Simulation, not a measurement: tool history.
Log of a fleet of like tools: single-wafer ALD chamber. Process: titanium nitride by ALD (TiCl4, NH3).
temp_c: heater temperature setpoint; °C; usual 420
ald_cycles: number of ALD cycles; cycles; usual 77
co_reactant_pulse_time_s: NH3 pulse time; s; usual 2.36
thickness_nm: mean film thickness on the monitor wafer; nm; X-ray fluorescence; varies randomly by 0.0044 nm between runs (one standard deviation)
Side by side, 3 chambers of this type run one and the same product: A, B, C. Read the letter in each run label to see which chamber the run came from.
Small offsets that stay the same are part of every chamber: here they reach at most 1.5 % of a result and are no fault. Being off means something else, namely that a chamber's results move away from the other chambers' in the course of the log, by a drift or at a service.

| run | day | temp_c | ald_cycles | co_reactant_pulse_time_s | hours since the last thermocouple change | read-back reference wafer on the same gauge, thickness_nm | thickness_nm |
|---|---|---|---|---|---|---|---|
| 1A | 0.283 | 420 | 77 | 2.36 | 1397.3 | 1.5902 | 1.7012 |
| 2B | 0.679 | 420 | 77 | 2.36 | 1040.9 | 1.5901 | 1.7127 |
| 3C | 0.912 | 420 | 77 | 2.36 | 297.4 | 1.5906 | 1.7380 |
| 4C | 1.329 | 420 | 77 | 2.36 | 307.4 | 1.5891 | 1.7432 |
| 5A | 1.562 | 420 | 77 | 2.36 | 1428.0 | 1.5898 | 1.6909 |
| 6B | 1.846 | 420 | 77 | 2.36 | 1068.9 | 1.5907 | 1.7165 |
| 7B | 2.162 | 420 | 77 | 2.36 | 1076.5 | 1.5903 | 1.7159 |
| 8A | 2.475 | 420 | 77 | 2.36 | 1449.9 | 1.5907 | 1.6914 |
| 9C | 2.883 | 420 | 77 | 2.36 | 344.7 | 1.5893 | 1.7334 |
| 10B | 3.100 | 420 | 77 | 2.36 | 1099.0 | 1.5900 | 1.7179 |
| 11C | 3.338 | 420 | 77 | 2.36 | 355.6 | 1.5899 | 1.7313 |
| 12A | 3.767 | 420 | 77 | 2.36 | 1480.9 | 1.5901 | 1.6937 |
| 13A | 4.088 | 420 | 77 | 2.36 | 1488.6 | 1.5906 | 1.6994 |
| 14C | 4.450 | 420 | 77 | 2.36 | 382.3 | 1.5909 | 1.7407 |
| 15B | 4.883 | 420 | 77 | 2.36 | 1141.8 | 1.5888 | 1.7154 |
| 16C | 5.296 | 420 | 77 | 2.36 | 402.6 | 1.5908 | 1.7435 |
| 17B | 5.554 | 420 | 77 | 2.36 | 1157.9 | 1.5897 | 1.7127 |
| 18A | 5.900 | 420 | 77 | 2.36 | 1532.1 | 1.5902 | 1.6975 |
| 19A | 6.204 | 420 | 67 | 2.36 | 1539.4 | 1.5897 | 1.4722 |
| 20B | 6.450 | 420 | 67 | 2.36 | 1179.4 | 1.5904 | 1.4898 |
| 21C | 6.771 | 420 | 67 | 2.36 | 438.0 | 1.5902 | 1.5165 |
| 22B | 7.000 | 420 | 77 | 2.36 | 1192.6 | 1.5905 | 1.7171 |
| 23A | 7.271 | 420 | 77 | 1.61 | 1565.0 | 1.5899 | 1.6742 |
| 24C | 7.492 | 420 | 77 | 1.61 | 455.3 | 1.5886 | 1.7202 |
| 25B | 7.696 | 420 | 77 | 1.61 | 1209.3 | 1.5905 | 1.6925 |
| 26C | 8.108 | 420 | 77 | 2.36 | 470.1 | 1.5889 | 1.7342 |
| 27A | 8.442 | 420 | 77 | 2.36 | 1593.1 | 1.5896 | 1.6959 |
| 28B | 8.842 | 420 | 77 | 2.36 | 1236.8 | 1.5906 | 1.7099 |
| 29C | 9.100 | 420 | 77 | 2.36 | 493.9 | 1.5899 | 1.7367 |
| 30A | 9.508 | 420 | 77 | 2.36 | 1618.7 | 1.5892 | 1.6990 |
| 31C | 9.838 | 420 | 77 | 2.36 | 511.6 | 1.5893 | 1.7427 |
| 32A | 10.096 | 420 | 77 | 2.36 | 1632.8 | 1.5893 | 1.6925 |
| 33B | 10.312 | 431 | 77 | 2.84 | 1272.1 | 1.5904 | 1.7317 |
| 34C | 10.575 | 431 | 77 | 2.84 | 529.3 | 1.5887 | 1.7431 |

Next, all 3 chambers run the settings below, one line each with question marks for the results. What does each chamber give?
| 35A | 10.912 | 420 | 77 | 2.36 |  |  | ? |
| 35B | 10.912 | 420 | 77 | 2.36 |  |  | ? |
| 35C | 10.912 | 420 | 77 | 2.36 |  |  | ? |

| run | thickness_nm |
|---|---|
| 35A | 1.6940 |
| 35B | 1.7185 |
| 35C | 1.7378 |
